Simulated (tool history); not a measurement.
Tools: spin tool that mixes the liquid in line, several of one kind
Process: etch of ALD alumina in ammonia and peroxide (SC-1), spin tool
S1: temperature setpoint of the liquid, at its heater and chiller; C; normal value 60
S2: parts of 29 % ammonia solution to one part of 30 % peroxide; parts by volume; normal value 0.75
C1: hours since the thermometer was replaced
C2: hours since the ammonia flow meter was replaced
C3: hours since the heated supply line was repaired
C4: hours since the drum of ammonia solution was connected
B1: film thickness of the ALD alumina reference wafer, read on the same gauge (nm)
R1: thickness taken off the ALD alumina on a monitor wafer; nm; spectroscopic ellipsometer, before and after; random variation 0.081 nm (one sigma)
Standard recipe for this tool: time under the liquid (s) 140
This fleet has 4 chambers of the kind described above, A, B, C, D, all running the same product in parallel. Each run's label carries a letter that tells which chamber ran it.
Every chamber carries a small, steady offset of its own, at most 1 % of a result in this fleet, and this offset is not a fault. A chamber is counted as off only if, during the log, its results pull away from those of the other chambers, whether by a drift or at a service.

At hour 1.7: chamber B: heated supply line repaired.
At hour 7.7: chamber D: new drum of ammonia solution connected.
Run 1D, hour 9.3: usual settings; C1 1960.1; C2 246.4; C3 392.9; C4 1.6; B1 29.988. Result: R1 8.3261 nm.
Run 2B, hour 16.2: usual settings; C1 1210.9; C2 972; C3 14.6; C4 328.3; B1 29.991. Result: R1 8.4297 nm.
Run 3A, hour 21.8: usual settings; C1 1434.5; C2 1246.7; C3 1636.2; C4 317.6; B1 30.007. Result: R1 8.1919 nm.
Run 4C, hour 26.6: usual settings; C1 1028.2; C2 64.2; C3 78.2; C4 207.7; B1 30.012. Result: R1 8.295 nm.
Run 5D, hour 32.8: usual settings; C1 1983.6; C2 269.9; C3 416.4; C4 25.1; B1 29.966. Result: R1 8.4161 nm.
Run 6B, hour 40.8: usual settings but S1 52 C; C1 1235.5; C2 996.6; C3 39.2; C4 352.9; B1 30.013. Result: R1 5.4437 nm.
Run 7A, hour 48: usual settings but S1 52 C; C1 1460.7; C2 1272.9; C3 1662.4; C4 343.8; B1 29.994. Result: R1 5.4035 nm.
Run 8C, hour 54.8: usual settings but S1 52 C; C1 1056.4; C2 92.4; C3 106.4; C4 235.9; B1 30.013. Result: R1 5.3207 nm.
Run 9B, hour 61.8: usual settings but S1 52 C; C1 1256.5; C2 1017.6; C3 60.2; C4 373.9; B1 30.007. Result: R1 5.5207 nm.
Run 10A, hour 68.9: usual settings; C1 1481.6; C2 1293.8; C3 1683.3; C4 364.7; B1 29.974. Result: R1 8.1085 nm.
Run 11D, hour 74.4: usual settings but S2 0.9 parts by volume; C1 2025.2; C2 311.5; C3 458; C4 66.7; B1 30.029. Result: R1 8.5368 nm.
Run 12C, hour 84: usual settings but S2 0.9 parts by volume; C1 1085.6; C2 121.6; C3 135.6; C4 265.1; B1 29.987. Result: R1 8.3676 nm.
Run 13D, hour 88.5: usual settings but S2 0.9 parts by volume; C1 2039.3; C2 325.6; C3 472.1; C4 80.8; B1 30.028. Result: R1 8.4569 nm.
Run 14B, hour 98.5: usual settings but S2 0.9 parts by volume; C1 1293.2; C2 1054.3; C3 96.9; C4 410.6; B1 30.017. Result: R1 8.5389 nm.
Run 15A, hour 104.2: usual settings; C1 1516.9; C2 1329.1; C3 1718.6; C4 400; B1 29.991. Result: R1 8.0339 nm.
Run 16C, hour 114.3: usual settings; C1 1115.9; C2 151.9; C3 165.9; C4 295.4; B1 30.023. Result: R1 8.341 nm.
Run 17D, hour 123.8: usual settings; C1 2074.6; C2 360.9; C3 507.4; C4 116.1; B1 30.014. Result: R1 8.2839 nm.
At hour 128.6: chamber D: thermometer replaced.
Run 18A, hour 132.7: usual settings; C1 1545.4; C2 1357.6; C3 1747.1; C4 428.5; B1 29.985. Result: R1 7.767 nm.
Run 19C, hour 142.9: usual settings; C1 1144.5; C2 180.5; C3 194.5; C4 324; B1 30.017. Result: R1 8.2692 nm.
Run 20B, hour 147.5: usual settings; C1 1342.2; C2 1103.3; C3 145.9; C4 459.6; B1 30.002. Result: R1 8.1831 nm.
Run 21C, hour 152.4: usual settings; C1 1154; C2 190; C3 204; C4 333.5; B1 30.009. Result: R1 8.187 nm.
Run 22A, hour 162.6: usual settings but S1 64 C, S2 0.6 parts by volume; C1 1575.3; C2 1387.5; C3 1777; C4 458.4; B1 29.992. Result: R1 9.3883 nm.
Run 23B, hour 171.3: usual settings but S1 64 C, S2 0.6 parts by volume; C1 1366; C2 1127.1; C3 169.7; C4 483.4; B1 29.989. Result: R1 9.7744 nm.
Run 24D, hour 176.3: usual settings but S1 64 C, S2 0.6 parts by volume; C1 47.8; C2 413.4; C3 559.9; C4 168.6; B1 29.995. Result: R1 10.104 nm.

What goes on in this fleet: one chamber off, a drifting gauge, or nothing beyond the chambers' own small offsets? Name the chamber and the cause, if any.

One chamber, A, drifts off from the rest bit by bit.
Likeliest cause: liquid colder than its thermometer reads (K) = 1.29.
From this log alone, it may not be told apart from: temperature lost on the way to the wafer (K).

Here are 4 candidates for chamber A's next run, each the usual settings with a change, their results left as question marks. Which one brings its results back in line with what the others give on the usual settings?
In line means no further than this from the other chambers' mean on the usual settings: R1 0.28 nm
Run 25A-1, hour 183.6: usual settings but time under the liquid (s) 130. Result: R1 ?.
Run 25A-2, hour 183.6: usual settings but S1 56.5 C. Result: R1 ?.
Run 25A-3, hour 183.6: usual settings but S1 61.5 C. Result: R1 ?.
Run 25A-4, hour 183.6: usual settings but S1 61.5 C, time under the liquid (s) 155. Result: R1 ?.

Usual-settings mean across the other chambers: R1 8.2896 nm
  run      R1
25A-1  7.1621
25A-2  6.4377
25A-3  8.3241
25A-4   9.216
25A-3 puts the chamber back in line with the other chambers.
